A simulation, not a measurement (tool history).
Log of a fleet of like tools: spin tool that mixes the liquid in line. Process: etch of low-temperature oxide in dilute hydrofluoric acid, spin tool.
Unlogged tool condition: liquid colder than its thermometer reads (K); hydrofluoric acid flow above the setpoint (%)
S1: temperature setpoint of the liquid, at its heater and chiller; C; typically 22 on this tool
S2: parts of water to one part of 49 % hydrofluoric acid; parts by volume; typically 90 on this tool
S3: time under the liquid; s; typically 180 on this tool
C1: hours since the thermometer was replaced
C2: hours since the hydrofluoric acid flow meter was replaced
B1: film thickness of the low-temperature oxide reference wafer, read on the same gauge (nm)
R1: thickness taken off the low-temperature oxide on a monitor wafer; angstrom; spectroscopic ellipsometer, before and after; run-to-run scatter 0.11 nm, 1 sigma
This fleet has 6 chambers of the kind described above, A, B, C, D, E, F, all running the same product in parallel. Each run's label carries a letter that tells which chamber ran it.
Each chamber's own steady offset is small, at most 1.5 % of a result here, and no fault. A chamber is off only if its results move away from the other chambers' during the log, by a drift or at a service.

run,hour,S1,S2,S3,C1,C2,B1,R1
1C,6.3,22,90,180,1118.7,1720.9,70.031,199.54
2D,10.3,22,90,180,185.2,1108.6,69.998,200.54
3A,15.6,22,90,180,2974.5,366.6,69.972,196.87
4F,22.5,22,90,180,343.7,188.2,69.997,195.92
5E,27.4,22,90,180,1793.5,655.4,70.011,197.41
6B,31.1,22,90,180,779,454.4,70.001,198.77
7E,39.3,22,90,180,1805.4,667.3,69.97,199.43
8B,47,22,90,180,794.9,470.3,69.981,197.93
9C,53.5,22,90,180,1165.9,1768.1,70.029,200.33
10F,61.4,22,90,180,382.6,227.1,69.998,198.06
11A,69,22,90,180,3027.9,420,70.011,198.41
12D,75,22,90,180,249.9,1173.3,70.03,202.39
13F,80.8,22,90,180,402,246.5,70.009,195.2
14C,85.4,22,90,180,1197.8,1800,69.988,197.85
15D,89.2,22,90,180,264.1,1187.5,70.009,203.82
16E,97,26,90,235,1863.1,725,70.028,302.42
17B,101.4,26,90,235,849.3,524.7,69.975,300.18
18A,106.6,26,90,235,3065.5,457.6,70.006,302
19F,111.9,26,90,235,433.1,277.6,70.02,299.86
20D,119.1,26,90,235,294,1217.4,70.033,314.01
21C,124.9,26,90,235,1237.3,1839.5,69.977,306.32
22B,129.8,22,90,180,877.7,553.1,70.005,199.26
23E,135.8,22,90,180,1901.9,763.8,69.971,197.51
# hour 138.7: chamber A: thermometer replaced
24A,140.4,22,90,180,1.8,491.4,69.996,198.68
25B,147.7,22,90,180,895.6,571,69.983,198.98
26A,152.6,22,90,180,14,503.6,70.031,199.96
27D,159.9,22,90,180,334.8,1258.2,69.982,206.22
28E,166.9,22,90,180,1933,794.9,69.999,197.85
29F,170.6,22,90,180,491.8,336.3,70.029,197.85
30C,176.9,22,90,180,1289.3,1891.5,70.015,200.81
31B,183.6,20,90,225,931.5,606.9,70.016,228.21
32C,191.8,20,90,225,1304.2,1906.4,70.008,229.34
33F,195.4,20,90,225,516.6,361.1,70.035,225.62
34A,203.5,20,90,225,64.9,554.5,69.988,228.22
35D,207.6,20,90,225,382.5,1305.9,70.014,240.12
36E,213.2,20,90,225,1979.3,841.2,69.993,226.85

Read the log: is a single chamber off, either drifting away or since a service, is the gauge that measures every chamber drifting, or is nothing wrong beyond small per-chamber offsets? Name any odd chamber and what most likely caused it.

One chamber, D, drifts off from the rest bit by bit.
Most likely cause: hydrofluoric acid flow above the setpoint (%) = 4.35.
The log may not tell that from: liquid hotter than its thermometer reads (K).

Below are 4 candidate recipes for chamber D's next run, each the usual settings with a change, their results shown as question marks. Which of them brings D's results back in line with what the other chambers give on the usual settings?
In line means no further than this from the other chambers' mean on the usual settings: R1 3.9 angstrom
37D-1,219.2,22,90,190,,,,?
37D-2,219.2,22,90,170,,,,?
37D-3,219.2,24.5,90,180,,,,?
37D-4,219.2,19.5,90,180,,,,?

What the other chambers average on the usual settings: R1 197.8 angstrom
run,R1
37D-1,219.34
37D-2,196.25
37D-3,230.18
37D-4,187.16
It is 37D-2 that realigns the chamber with its peers.
